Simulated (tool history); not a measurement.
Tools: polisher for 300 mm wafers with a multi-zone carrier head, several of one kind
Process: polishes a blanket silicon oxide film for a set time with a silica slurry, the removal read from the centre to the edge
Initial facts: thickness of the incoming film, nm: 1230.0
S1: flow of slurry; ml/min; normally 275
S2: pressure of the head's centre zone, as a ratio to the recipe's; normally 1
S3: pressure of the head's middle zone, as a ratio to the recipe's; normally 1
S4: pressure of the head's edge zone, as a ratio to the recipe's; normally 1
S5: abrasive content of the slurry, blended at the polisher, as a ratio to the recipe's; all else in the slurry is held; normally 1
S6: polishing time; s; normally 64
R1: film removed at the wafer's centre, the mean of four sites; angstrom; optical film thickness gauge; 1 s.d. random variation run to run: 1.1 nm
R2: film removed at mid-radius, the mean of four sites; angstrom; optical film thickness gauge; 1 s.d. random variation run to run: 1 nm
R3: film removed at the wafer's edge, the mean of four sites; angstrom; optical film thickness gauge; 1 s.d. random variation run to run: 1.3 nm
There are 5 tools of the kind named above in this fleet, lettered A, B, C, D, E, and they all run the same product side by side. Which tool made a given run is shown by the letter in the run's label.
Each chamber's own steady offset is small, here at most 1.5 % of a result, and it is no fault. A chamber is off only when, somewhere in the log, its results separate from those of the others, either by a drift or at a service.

run,hour,S1,S2,S3,S4,S5,S6,R1,R2,R3
1C,3.2,275,1,1,1,1,64,1123.1,1144.3,1153.7
2E,6.6,275,1,1,1,1,64,1115.5,1145.9,1144.1
3D,10.5,275,1,1,1,1,64,1145.8,1132.7,1132.2
# hour 11.7: chamber A: worn pad replaced by a new one
4A,16.7,275,1,1,1,1,64,1108,1146.2,1131.4
5B,20,275,1,1,1,1,64,1109.5,1160.5,1129.7
6C,25.6,315,1,1,1,1.1,64,1188.6,1209.3,1222.4
7A,30.5,315,1,1,1,1.1,64,1196.9,1189.4,1200
8B,35.1,315,1,1,1,1.1,64,1211.6,1201.9,1200.3
# hour 38.2: chamber B: worn pad replaced by a new one
9D,38.8,315,1,1,1,1.1,64,1202.4,1190.7,1221.8
10E,42.2,315,1,1,1,1.1,64,1182.9,1201.8,1200.6
11A,48.1,275,1,1,1.05,0.8,64,994.34,1011.4,1041.8
# hour 52: chamber B: slurry nozzle cleaned
12D,53.9,275,1,1,1.05,0.8,64,1004.7,1015.4,1024.8
13C,57.6,275,1,1,1.05,0.8,64,1006.6,1022.1,1053.9
# hour 62.4: chamber D: worn pad replaced by a new one
14E,63.1,275,1,1,1.05,0.8,64,1009.1,1015.2,1066.9
15B,68.5,275,1,1,1.05,0.8,64,1027.5,1034,1050.4
16C,71.3,275,1,1,1,1,64,1115.3,1141,1131.6
# hour 75.3: chamber C: worn pad replaced by a new one
17B,76.5,275,1,1,1,1,64,1139,1142.3,1138.4
18E,80.7,275,1,1,1,1,64,1124.1,1123.1,1136.3
19A,83.7,275,1,1,1,1,64,1104,1134.5,1122.9
# hour 86.5: chamber E: edge zone pressure recalibrated
20D,88.1,275,1,1,1,1,64,1139.4,1134.5,1115.4
# hour 88.8: chamber A: worn pad replaced by a new one
21B,93,275,1,1,1,1,64,1155.2,1169.4,1145
22E,96.7,275,1,1,1,1,64,1114.8,1128.4,1147.1
23D,102,275,1,1,1,1,64,1132.6,1132,1141.2
24C,107.1,275,1,1,1,1,64,1150.3,1154.1,1140
25A,110.2,275,1,1,1,1,64,1086.8,1160.2,1128.2
26E,113.8,275,1.08,1,0.96,1,64,1213.3,1141.1,1123.6
# hour 116.5: chamber B: worn pad replaced by a new one
27D,117.5,275,1.08,1,0.96,1,64,1231.7,1132.2,1089.2
28B,120.6,275,1.08,1,0.96,1,64,1251.7,1131.6,1128.7
29A,125.7,275,1.08,1,0.96,1,64,1183.5,1130.1,1108.8
# hour 131.8: chamber E: worn pad replaced by a new one
30C,132,275,1.08,1,0.96,1,64,1210,1137.6,1122.1
31E,137.2,275,1,1,1,1,64,1122.5,1135.4,1135.6
32D,141.2,275,1,1,1,1,64,1117.1,1150.3,1138.5

What goes on in this fleet: one chamber off, a drifting gauge, or nothing beyond the chambers' own small offsets? Name the chamber and the cause, if any.

It is chamber A that slowly wanders off from its peers.
Most likely cause: centre zone's pressure below its setpoint, % = 4.66.

Which of the 4 candidates below, each the usual settings with something changed and its results left as question marks, puts chamber A back in line with what the other chambers give on the usual settings?
A result is in line if it is within this distance of the other chambers' mean on the usual settings: R1 38 angstrom; R2 35 angstrom; R3 47 angstrom
33A-1,145.8,280,1.1,0.98,0.96,1,65,?,?,?
33A-2,145.8,270,0.91,1.02,1.03,1,64,?,?,?
33A-3,145.8,280,1.04,0.99,0.98,1,64,?,?,?
33A-4,145.8,270,0.96,1.01,1.02,1,64,?,?,?

Mean of the other chambers on the usual settings: R1 1130.9 angstrom; R2 1137.8 angstrom; R3 1137.1 angstrom
run,R1,R2,R3
33A-1,1217.3,1141.4,1144.5
33A-2,968.66,1163.1,1165.8
33A-3,1127.2,1134.9,1139
33A-4,1027.8,1152.2,1159.9
With 33A-3, the chamber falls back in line with the rest.
